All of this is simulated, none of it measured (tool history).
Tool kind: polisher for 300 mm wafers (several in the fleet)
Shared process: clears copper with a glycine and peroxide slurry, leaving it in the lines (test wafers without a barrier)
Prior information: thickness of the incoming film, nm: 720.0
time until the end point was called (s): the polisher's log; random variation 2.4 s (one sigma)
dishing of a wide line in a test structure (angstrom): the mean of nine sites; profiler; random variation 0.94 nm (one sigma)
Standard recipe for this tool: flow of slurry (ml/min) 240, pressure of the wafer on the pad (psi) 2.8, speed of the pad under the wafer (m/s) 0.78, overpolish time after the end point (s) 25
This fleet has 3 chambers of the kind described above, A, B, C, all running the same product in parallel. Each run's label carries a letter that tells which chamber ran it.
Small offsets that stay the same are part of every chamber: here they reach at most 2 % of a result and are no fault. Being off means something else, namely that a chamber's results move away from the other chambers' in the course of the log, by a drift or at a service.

run  hour  flow of slurry (ml/min)  pressure of the wafer on the pad (psi)  speed of the pad under the wafer (m/s)  overpolish time after the end point (s)  time until the end point was called (s)  dishing of a wide line in a test structure (angstrom)
 1A   2.3                      240                                     2.8                                    0.78                                       25                                   145.70                                                 663.44
 2B   6.6                      240                                     2.8                                    0.78                                       25                                   144.49                                                 650.22
 3C  10.5                      240                                     2.8                                    0.78                                       25                                   147.21                                                 674.94
 4B  13.3                      240                                     2.8                                    0.78                                       25                                   146.07                                                 673.05
     14.9  -- chamber C: worn pad replaced by a new one
 5C  16.9                      240                                     2.8                                    0.78                                       25                                   141.11                                                 665.24
 6A  21.1                      240                                     2.8                                    0.78                                       25                                   146.70                                                 658.40
 7A  24.1                      240                                     2.8                                    0.78                                       25                                   145.01                                                 660.52
 8B  27.6                      240                                     2.8                                    0.78                                       25                                   143.90                                                 658.93
 9C  31.3                      240                                     2.8                                    0.78                                       25                                   144.66                                                 678.02
10B  33.9                      240                                     2.8                                    0.78                                       25                                   146.65                                                 665.49
11A  37.0                      240                                     2.8                                    0.78                                       25                                   148.86                                                 671.64
     38.9  -- chamber B: head pressure recalibrated
12C  40.3                      240                                     2.8                                    0.78                                       25                                   145.45                                                 666.66
13B  43.4                      240                                     2.8                                    0.78                                       25                                   151.89                                                 630.14
14A  45.8                      240                                     2.3                                    0.64                                       25                                   197.08                                                 549.17
     46.7  -- chamber B: worn pad replaced by a new one
15C  48.7                      240                                     2.3                                    0.64                                       25                                   202.25                                                 560.20
16A  51.1                      240                                     2.3                                    0.64                                       25                                   195.05                                                 541.08
17C  53.6                      240                                     2.8                                    0.78                                       36                                   147.74                                                 841.64
18B  56.1                      240                                     2.8                                    0.78                                       36                                   155.13                                                 782.17
19A  58.7                      240                                     2.8                                    0.78                                       36                                   147.88                                                 824.25
20C  61.9                      240                                     2.8                                    0.78                                       25                                   143.06                                                 663.71
21B  64.4                      240                                     2.8                                    0.78                                       25                                   159.28                                                 615.91
22C  67.5                      240                                     2.8                                    0.78                                       25                                   143.54                                                 663.71
23B  70.7                      240                                     2.8                                    0.78                                       25                                   162.92                                                 623.37
24A  73.6                      240                                     2.8                                    0.78                                       25                                   143.23                                                 661.84
25A  76.6                      240                                     2.8                                    0.78                                       25                                   147.05                                                 662.49

Decide between three cases: one chamber stands off from its peers, the gauge reading all wafers drifts, or nothing is wrong past each chamber's small offset. Where a chamber is off, say which and what most likely put it there.

After it was serviced, chamber B no longer matches the other chambers.
Cause: head's pressure below its setpoint, % = 10.5.

Chamber B could run next with any of the 4 candidate recipes listed below; each alters the usual settings, and their results appear as question marks. Which one brings its results back in line with what the other chambers deliver on the usual settings?
A result is in line if it is within this distance of the other chambers' mean on the usual settings: time until the end point was called (s) 8.60; dishing of a wide line in a test structure (angstrom) 33.00
26B-1  80.0                      240                                     2.7                                    0.74                                       24                                        ?                                                      ?
26B-2  80.0                      235                                     2.5                                    0.70                                       23                                        ?                                                      ?
26B-3  80.0                      245                                     3.1                                    0.86                                       27                                        ?                                                      ?
26B-4  80.0                      240                                     2.9                                    0.82                                       26                                        ?                                                      ?

The other chambers' mean on the usual settings: time until the end point was called (s) 146.78; dishing of a wide line in a test structure (angstrom) 664.77
  run  time until the end point was called (s)  dishing of a wide line in a test structure (angstrom)
26B-1                                   165.48                                                 575.72
26B-2                                   182.91                                                 520.42
26B-3                                   131.93                                                 716.01
26B-4                                   144.74                                                 660.99
26B-4 is the one that brings the chamber's results back in line with the other chambers.
